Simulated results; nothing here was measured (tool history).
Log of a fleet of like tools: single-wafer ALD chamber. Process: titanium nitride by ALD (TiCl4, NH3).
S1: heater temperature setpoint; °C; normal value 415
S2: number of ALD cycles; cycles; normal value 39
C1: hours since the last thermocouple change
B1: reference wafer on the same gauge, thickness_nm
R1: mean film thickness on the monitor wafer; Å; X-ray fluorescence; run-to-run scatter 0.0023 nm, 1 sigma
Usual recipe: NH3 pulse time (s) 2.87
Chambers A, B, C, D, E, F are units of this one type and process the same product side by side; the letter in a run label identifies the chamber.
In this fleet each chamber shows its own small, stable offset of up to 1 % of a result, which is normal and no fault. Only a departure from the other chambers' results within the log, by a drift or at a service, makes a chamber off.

{"run": "1E", "hour": 14.2, "S1": 415, "S2": 39, "NH3 pulse time (s)": 2.87, "C1": 428.3, "B1": 0.82115, "R1": 8.6818}
{"run": "2C", "hour": 28.2, "S1": 415, "S2": 39, "NH3 pulse time (s)": 2.87, "C1": 131.3, "B1": 0.82081, "R1": 8.7598}
{"run": "3A", "hour": 41.2, "S1": 415, "S2": 39, "NH3 pulse time (s)": 2.87, "C1": 1579.7, "B1": 0.82148, "R1": 8.6983}
{"run": "4F", "hour": 49.7, "S1": 415, "S2": 39, "NH3 pulse time (s)": 2.87, "C1": 566, "B1": 0.82104, "R1": 8.8025}
{"run": "5D", "hour": 63.8, "S1": 415, "S2": 39, "NH3 pulse time (s)": 2.87, "C1": 793.6, "B1": 0.82116, "R1": 8.6881}
{"run": "6B", "hour": 75.4, "S1": 415, "S2": 39, "NH3 pulse time (s)": 2.87, "C1": 473.1, "B1": 0.82099, "R1": 8.6688}
{"run": "7C", "hour": 86.2, "S1": 415, "S2": 39, "NH3 pulse time (s)": 1.84, "C1": 189.3, "B1": 0.82082, "R1": 8.6769}
{"run": "8E", "hour": 95.4, "S1": 415, "S2": 39, "NH3 pulse time (s)": 1.84, "C1": 509.5, "B1": 0.82156, "R1": 8.5425}
{"run": "9B", "hour": 103.9, "S1": 415, "S2": 39, "NH3 pulse time (s)": 1.84, "C1": 501.6, "B1": 0.82094, "R1": 8.5413}
{"run": "10A", "hour": 110.5, "S1": 415, "S2": 39, "NH3 pulse time (s)": 1.84, "C1": 1649, "B1": 0.82061, "R1": 8.6206}
{"run": "11F", "hour": 119.2, "S1": 415, "S2": 39, "NH3 pulse time (s)": 1.84, "C1": 635.5, "B1": 0.82095, "R1": 8.7284}
{"run": "12D", "hour": 131.6, "S1": 415, "S2": 39, "NH3 pulse time (s)": 1.84, "C1": 861.4, "B1": 0.82095, "R1": 8.609}
{"run": "13D", "hour": 138.5, "S1": 415, "S2": 39, "NH3 pulse time (s)": 2.87, "C1": 868.3, "B1": 0.82102, "R1": 8.7222}
{"run": "14F", "hour": 147.1, "S1": 415, "S2": 39, "NH3 pulse time (s)": 2.87, "C1": 663.4, "B1": 0.8214, "R1": 8.8221}
{"run": "15E", "hour": 159.4, "S1": 415, "S2": 39, "NH3 pulse time (s)": 2.87, "C1": 573.5, "B1": 0.82101, "R1": 8.6996}
{"run": "16B", "hour": 170.7, "S1": 415, "S2": 39, "NH3 pulse time (s)": 2.87, "C1": 568.4, "B1": 0.82108, "R1": 8.6665}
{"run": "17A", "hour": 180.5, "S1": 415, "S2": 39, "NH3 pulse time (s)": 2.87, "C1": 1719, "B1": 0.82132, "R1": 8.7184}
{"run": "18C", "hour": 190.3, "S1": 415, "S2": 39, "NH3 pulse time (s)": 2.87, "C1": 293.4, "B1": 0.82136, "R1": 8.737}
{"run": "19E", "hour": 198.7, "S1": 415, "S2": 39, "NH3 pulse time (s)": 2.87, "C1": 612.8, "B1": 0.82089, "R1": 8.6163}
{"run": "20B", "hour": 211.8, "S1": 415, "S2": 39, "NH3 pulse time (s)": 2.87, "C1": 609.5, "B1": 0.82037, "R1": 8.6642}
{"run": "21C", "hour": 224.7, "S1": 415, "S2": 39, "NH3 pulse time (s)": 2.87, "C1": 327.8, "B1": 0.82126, "R1": 8.78}
{"run": "22D", "hour": 232.0, "S1": 415, "S2": 39, "NH3 pulse time (s)": 2.87, "C1": 961.8, "B1": 0.82092, "R1": 8.7401}
{"run": "23A", "hour": 242.8, "S1": 415, "S2": 39, "NH3 pulse time (s)": 2.87, "C1": 1781.3, "B1": 0.8203, "R1": 8.6829}
{"run": "24F", "hour": 252.0, "S1": 406, "S2": 39, "NH3 pulse time (s)": 1.82, "C1": 768.3, "B1": 0.8213, "R1": 8.6195}
{"run": "25A", "hour": 261.9, "S1": 406, "S2": 39, "NH3 pulse time (s)": 1.82, "C1": 1800.4, "B1": 0.82136, "R1": 8.5477}
{"run": "26B", "hour": 271.5, "S1": 406, "S2": 39, "NH3 pulse time (s)": 1.82, "C1": 669.2, "B1": 0.82075, "R1": 8.5288}
{"run": "27F", "hour": 285.8, "S1": 406, "S2": 39, "NH3 pulse time (s)": 1.82, "C1": 802.1, "B1": 0.82082, "R1": 8.6334}
{"run": "28C", "hour": 295.1, "S1": 406, "S2": 39, "NH3 pulse time (s)": 1.82, "C1": 398.2, "B1": 0.82084, "R1": 8.6335}
{"run": "29E", "hour": 309.1, "S1": 406, "S2": 39, "NH3 pulse time (s)": 1.82, "C1": 723.2, "B1": 0.82164, "R1": 8.5584}
{"run": "30D", "hour": 321.3, "S1": 415, "S2": 39, "NH3 pulse time (s)": 2.87, "C1": 1051.1, "B1": 0.82088, "R1": 8.7065}
{"run": "31C", "hour": 329.5, "S1": 415, "S2": 39, "NH3 pulse time (s)": 2.87, "C1": 432.6, "B1": 0.82081, "R1": 8.7803}
{"run": "32F", "hour": 339.5, "S1": 415, "S2": 39, "NH3 pulse time (s)": 2.87, "C1": 855.8, "B1": 0.82137, "R1": 8.8128}
{"run": "33E", "hour": 352.2, "S1": 415, "S2": 39, "NH3 pulse time (s)": 2.87, "C1": 766.3, "B1": 0.82114, "R1": 8.6924}
{"run": "34A", "hour": 365.6, "S1": 415, "S2": 39, "NH3 pulse time (s)": 2.87, "C1": 1904.1, "B1": 0.82122, "R1": 8.7175}
{"run": "35B", "hour": 375.9, "S1": 415, "S2": 39, "NH3 pulse time (s)": 2.87, "C1": 773.6, "B1": 0.82143, "R1": 8.6885}
{"run": "36D", "hour": 385.2, "S1": 415, "S2": 39, "NH3 pulse time (s)": 2.87, "C1": 1115, "B1": 0.82098, "R1": 8.746}
{"run": "37B", "hour": 397.5, "S1": 415, "S2": 39, "NH3 pulse time (s)": 2.87, "C1": 795.2, "B1": 0.82135, "R1": 8.649}
{"run": "38E", "hour": 411.4, "S1": 415, "S2": 39, "NH3 pulse time (s)": 2.87, "C1": 825.5, "B1": 0.82117, "R1": 8.6918}
{"run": "39C", "hour": 423.4, "S1": 415, "S2": 39, "NH3 pulse time (s)": 2.87, "C1": 526.5, "B1": 0.82128, "R1": 8.7693}

Predict what each chamber gives when all 6 of them run the settings below next.
{"run": "40A", "hour": 433.7, "S1": 415, "S2": 39, "NH3 pulse time (s)": 2.87, "R1": "?"}
{"run": "40B", "hour": 433.7, "S1": 415, "S2": 39, "NH3 pulse time (s)": 2.87, "R1": "?"}
{"run": "40C", "hour": 433.7, "S1": 415, "S2": 39, "NH3 pulse time (s)": 2.87, "R1": "?"}
{"run": "40D", "hour": 433.7, "S1": 415, "S2": 39, "NH3 pulse time (s)": 2.87, "R1": "?"}
{"run": "40E", "hour": 433.7, "S1": 415, "S2": 39, "NH3 pulse time (s)": 2.87, "R1": "?"}
{"run": "40F", "hour": 433.7, "S1": 415, "S2": 39, "NH3 pulse time (s)": 2.87, "R1": "?"}

run=40A R1=8.7239
run=40B R1=8.7078
run=40C R1=8.7633
run=40D R1=8.689
run=40E R1=8.6507
run=40F R1=8.7755
